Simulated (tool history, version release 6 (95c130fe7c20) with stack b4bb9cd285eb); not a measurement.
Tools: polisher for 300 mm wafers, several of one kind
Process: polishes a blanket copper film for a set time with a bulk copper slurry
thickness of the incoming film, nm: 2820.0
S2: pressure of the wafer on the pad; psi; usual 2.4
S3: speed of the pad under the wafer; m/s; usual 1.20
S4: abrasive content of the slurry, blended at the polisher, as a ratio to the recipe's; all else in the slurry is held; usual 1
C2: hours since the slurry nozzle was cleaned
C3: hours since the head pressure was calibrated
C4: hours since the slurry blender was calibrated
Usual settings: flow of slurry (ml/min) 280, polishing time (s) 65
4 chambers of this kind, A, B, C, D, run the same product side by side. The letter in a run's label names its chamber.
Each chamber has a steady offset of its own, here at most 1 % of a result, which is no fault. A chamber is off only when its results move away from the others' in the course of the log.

{"hour": 3.6, "done": "chamber B: worn pad replaced by a new one"}
{"run": "1B", "hour": 5.9, "flow of slurry (ml/min)": 280, "S2": 2.4, "S3": 1.2, "S4": 1, "polishing time (s)": 65, "wafers polished on this pad": 30, "C2": 447.7, "C3": 508.0, "C4": 181.2, "film removed (nm)": 637.63}
{"run": "2D", "hour": 12.0, "flow of slurry (ml/min)": 280, "S2": 2.4, "S3": 1.2, "S4": 1, "polishing time (s)": 65, "wafers polished on this pad": 194, "C2": 71.6, "C3": 63.1, "C4": 166.7, "film removed (nm)": 622.46}
{"run": "3A", "hour": 18.2, "flow of slurry (ml/min)": 280, "S2": 2.4, "S3": 1.2, "S4": 1, "polishing time (s)": 65, "wafers polished on this pad": 514, "C2": 94.8, "C3": 243.7, "C4": 165.1, "film removed (nm)": 640.84}
{"hour": 25.9, "done": "chamber C: worn pad replaced by a new one"}
{"run": "4C", "hour": 28.7, "flow of slurry (ml/min)": 280, "S2": 2.4, "S3": 1.2, "S4": 1, "polishing time (s)": 65, "wafers polished on this pad": 37, "C2": 109.1, "C3": 193.6, "C4": 311.2, "film removed (nm)": 623.08}
{"run": "5D", "hour": 38.7, "flow of slurry (ml/min)": 280, "S2": 2.4, "S3": 1.2, "S4": 1, "polishing time (s)": 65, "wafers polished on this pad": 540, "C2": 98.3, "C3": 89.8, "C4": 193.4, "film removed (nm)": 624.78}
{"run": "6A", "hour": 43.5, "flow of slurry (ml/min)": 280, "S2": 2.7, "S3": 0.98, "S4": 1, "polishing time (s)": 65, "wafers polished on this pad": 842, "C2": 120.1, "C3": 269.0, "C4": 190.4, "film removed (nm)": 575.74}
{"hour": 45.8, "done": "chamber C: slurry blender recalibrated"}
{"run": "7B", "hour": 49.2, "flow of slurry (ml/min)": 280, "S2": 2.7, "S3": 0.98, "S4": 1, "polishing time (s)": 65, "wafers polished on this pad": 591, "C2": 491.0, "C3": 551.3, "C4": 224.5, "film removed (nm)": 582.25}
{"hour": 57.4, "done": "chamber B: worn pad replaced by a new one"}
{"run": "8C", "hour": 58.0, "flow of slurry (ml/min)": 280, "S2": 2.7, "S3": 0.98, "S4": 1, "polishing time (s)": 65, "wafers polished on this pad": 417, "C2": 138.4, "C3": 222.9, "C4": 12.3, "film removed (nm)": 581.08}
{"run": "9C", "hour": 64.9, "flow of slurry (ml/min)": 280, "S2": 2.7, "S3": 0.98, "S4": 1, "polishing time (s)": 65, "wafers polished on this pad": 506, "C2": 145.3, "C3": 229.8, "C4": 19.2, "film removed (nm)": 569.47}
{"run": "10A", "hour": 74.6, "flow of slurry (ml/min)": 280, "S2": 2.4, "S3": 1.48, "S4": 1, "polishing time (s)": 65, "wafers polished on this pad": 1245, "C2": 151.2, "C3": 300.1, "C4": 221.5, "film removed (nm)": 799.78}
{"hour": 79.2, "done": "chamber A: worn pad replaced by a new one"}
{"run": "11D", "hour": 83.1, "flow of slurry (ml/min)": 280, "S2": 2.4, "S3": 1.48, "S4": 1, "polishing time (s)": 65, "wafers polished on this pad": 1115, "C2": 142.7, "C3": 134.2, "C4": 237.8, "film removed (nm)": 780.54}
{"hour": 83.3, "done": "chamber C: worn pad replaced by a new one"}
{"run": "12B", "hour": 93.4, "flow of slurry (ml/min)": 280, "S2": 2.4, "S3": 1.48, "S4": 1, "polishing time (s)": 65, "wafers polished on this pad": 466, "C2": 535.2, "C3": 595.5, "C4": 268.7, "film removed (nm)": 795.21}
{"hour": 94.3, "done": "chamber D: worn pad replaced by a new one"}
{"run": "13C", "hour": 100.2, "flow of slurry (ml/min)": 280, "S2": 2.4, "S3": 1.48, "S4": 1, "polishing time (s)": 65, "wafers polished on this pad": 219, "C2": 180.6, "C3": 265.1, "C4": 54.5, "film removed (nm)": 759.34}
{"hour": 107.3, "done": "chamber D: slurry blender recalibrated"}
{"run": "14A", "hour": 107.8, "flow of slurry (ml/min)": 280, "S2": 2.4, "S3": 1.2, "S4": 1, "polishing time (s)": 65, "wafers polished on this pad": 371, "C2": 184.4, "C3": 333.3, "C4": 254.7, "film removed (nm)": 626.14}
{"run": "15B", "hour": 115.3, "flow of slurry (ml/min)": 280, "S2": 2.4, "S3": 1.2, "S4": 1, "polishing time (s)": 65, "wafers polished on this pad": 750, "C2": 557.1, "C3": 617.4, "C4": 290.6, "film removed (nm)": 623.38}
{"hour": 121.6, "done": "chamber B: worn pad replaced by a new one"}
{"run": "16D", "hour": 125.1, "flow of slurry (ml/min)": 280, "S2": 2.4, "S3": 1.2, "S4": 1, "polishing time (s)": 65, "wafers polished on this pad": 399, "C2": 184.7, "C3": 176.2, "C4": 17.8, "film removed (nm)": 636.49}
{"hour": 126.6, "done": "chamber A: slurry nozzle cleaned"}
{"run": "17B", "hour": 131.5, "flow of slurry (ml/min)": 280, "S2": 2.4, "S3": 1.2, "S4": 1, "polishing time (s)": 65, "wafers polished on this pad": 128, "C2": 573.3, "C3": 633.6, "C4": 306.8, "film removed (nm)": 631.14}
{"run": "18A", "hour": 140.3, "flow of slurry (ml/min)": 280, "S2": 2.4, "S3": 1.2, "S4": 1, "polishing time (s)": 65, "wafers polished on this pad": 792, "C2": 13.8, "C3": 365.8, "C4": 287.2, "film removed (nm)": 633.87}
{"hour": 142.5, "done": "chamber C: worn pad replaced by a new one"}
{"run": "19D", "hour": 151.0, "flow of slurry (ml/min)": 280, "S2": 2.4, "S3": 1.2, "S4": 1, "polishing time (s)": 65, "wafers polished on this pad": 735, "C2": 210.6, "C3": 202.1, "C4": 43.7, "film removed (nm)": 635.42}
{"run": "20C", "hour": 161.8, "flow of slurry (ml/min)": 280, "S2": 2.4, "S3": 1.2, "S4": 1, "polishing time (s)": 65, "wafers polished on this pad": 250, "C2": 242.2, "C3": 326.7, "C4": 116.1, "film removed (nm)": 598.74}
{"run": "21B", "hour": 171.4, "flow of slurry (ml/min)": 280, "S2": 2.4, "S3": 1.2, "S4": 1, "polishing time (s)": 65, "wafers polished on this pad": 645, "C2": 613.2, "C3": 673.5, "C4": 346.7, "film removed (nm)": 619.39}
{"hour": 176.2, "done": "chamber D: worn pad replaced by a new one"}
{"hour": 181.7, "done": "chamber A: worn pad replaced by a new one"}
{"run": "22C", "hour": 182.3, "flow of slurry (ml/min)": 280, "S2": 2.4, "S3": 1.2, "S4": 1, "polishing time (s)": 65, "wafers polished on this pad": 516, "C2": 262.7, "C3": 347.2, "C4": 136.6, "film removed (nm)": 591.61}
{"run": "23D", "hour": 187.8, "flow of slurry (ml/min)": 280, "S2": 2.4, "S3": 1.2, "S4": 1, "polishing time (s)": 65, "wafers polished on this pad": 150, "C2": 247.4, "C3": 238.9, "C4": 80.5, "film removed (nm)": 634.27}
{"hour": 187.9, "done": "chamber B: worn pad replaced by a new one"}
{"run": "24A", "hour": 197.3, "flow of slurry (ml/min)": 280, "S2": 2.4, "S3": 1.2, "S4": 1, "polishing time (s)": 65, "wafers polished on this pad": 202, "C2": 70.8, "C3": 422.8, "C4": 344.2, "film removed (nm)": 622.52}
{"hour": 204.2, "done": "chamber C: worn pad replaced by a new one"}
{"run": "25C", "hour": 206.7, "flow of slurry (ml/min)": 280, "S2": 2.4, "S3": 1.2, "S4": 1, "polishing time (s)": 65, "wafers polished on this pad": 32, "C2": 287.1, "C3": 371.6, "C4": 161.0, "film removed (nm)": 575.33}
{"run": "26B", "hour": 217.1, "flow of slurry (ml/min)": 280, "S2": 2.4, "S3": 1.2, "S4": 1, "polishing time (s)": 82, "wafers polished on this pad": 379, "C2": 658.9, "C3": 719.2, "C4": 392.4, "film removed (nm)": 797.19}
{"run": "27A", "hour": 224.6, "flow of slurry (ml/min)": 280, "S2": 2.4, "S3": 1.2, "S4": 1, "polishing time (s)": 82, "wafers polished on this pad": 556, "C2": 98.1, "C3": 450.1, "C4": 371.5, "film removed (nm)": 782.96}
{"hour": 227.0, "done": "chamber A: slurry blender recalibrated"}
{"hour": 229.9, "done": "chamber B: slurry nozzle cleaned"}
{"run": "28D", "hour": 230.5, "flow of slurry (ml/min)": 280, "S2": 2.4, "S3": 1.2, "S4": 1, "polishing time (s)": 82, "wafers polished on this pad": 703, "C2": 290.1, "C3": 281.6, "C4": 123.2, "film removed (nm)": 813.63}
{"run": "29D", "hour": 235.7, "flow of slurry (ml/min)": 280, "S2": 2.4, "S3": 1.2, "S4": 1, "polishing time (s)": 82, "wafers polished on this pad": 771, "C2": 295.3, "C3": 286.8, "C4": 128.4, "film removed (nm)": 789.91}
{"hour": 244.4, "done": "chamber B: worn pad replaced by a new one"}
{"run": "30B", "hour": 245.3, "flow of slurry (ml/min)": 280, "S2": 2.4, "S3": 1.2, "S4": 1, "polishing time (s)": 65, "wafers polished on this pad": 12, "C2": 15.4, "C3": 747.4, "C4": 420.6, "film removed (nm)": 637.1}
{"run": "31A", "hour": 251.3, "flow of slurry (ml/min)": 280, "S2": 2.4, "S3": 1.2, "S4": 1, "polishing time (s)": 65, "wafers polished on this pad": 902, "C2": 124.8, "C3": 476.8, "C4": 24.3, "film removed (nm)": 620.01}
{"run": "32C", "hour": 261.6, "flow of slurry (ml/min)": 280, "S2": 2.4, "S3": 1.2, "S4": 1, "polishing time (s)": 65, "wafers polished on this pad": 744, "C2": 342.0, "C3": 426.5, "C4": 215.9, "film removed (nm)": 572.05}

What goes on in this fleet: one chamber off, a drifting gauge, or nothing beyond the chambers' own small offsets? Name the chamber and the cause, if any.

Chamber C drifts away from the others.
Cause: head's pressure below its setpoint, % = 9.79.
The log may not tell that from: abrasive missing from the slurry, %.

Here are 4 candidates for chamber C's next run, each the usual settings with a change, their results left as question marks. Which one brings its results back in line with what the others give on the usual settings?
In line means no further than this from the other chambers' mean on the usual settings: film removed (nm) 30.00
{"run": "33C-1", "hour": 269.4, "flow of slurry (ml/min)": 285, "S2": 2.4, "S3": 1.2, "S4": 1.0, "polishing time (s)": 80, "film removed (nm)": "?"}
{"run": "33C-2", "hour": 269.4, "flow of slurry (ml/min)": 280, "S2": 2.7, "S3": 1.2, "S4": 1.0, "polishing time (s)": 65, "film removed (nm)": "?"}
{"run": "33C-3", "hour": 269.4, "flow of slurry (ml/min)": 280, "S2": 2.4, "S3": 1.14, "S4": 1.0, "polishing time (s)": 61, "film removed (nm)": "?"}
{"run": "33C-4", "hour": 269.4, "flow of slurry (ml/min)": 280, "S2": 2.4, "S3": 1.2, "S4": 0.95, "polishing time (s)": 54, "film removed (nm)": "?"}

The other chambers' mean on the usual settings: film removed (nm) 629.49
run=33C-1 film_removed_(nm)=688.50
run=33C-2 film_removed_(nm)=628.88
run=33C-3 film_removed_(nm)=497.49
run=33C-4 film_removed_(nm)=458.97
33C-2 brings the chamber back in line.

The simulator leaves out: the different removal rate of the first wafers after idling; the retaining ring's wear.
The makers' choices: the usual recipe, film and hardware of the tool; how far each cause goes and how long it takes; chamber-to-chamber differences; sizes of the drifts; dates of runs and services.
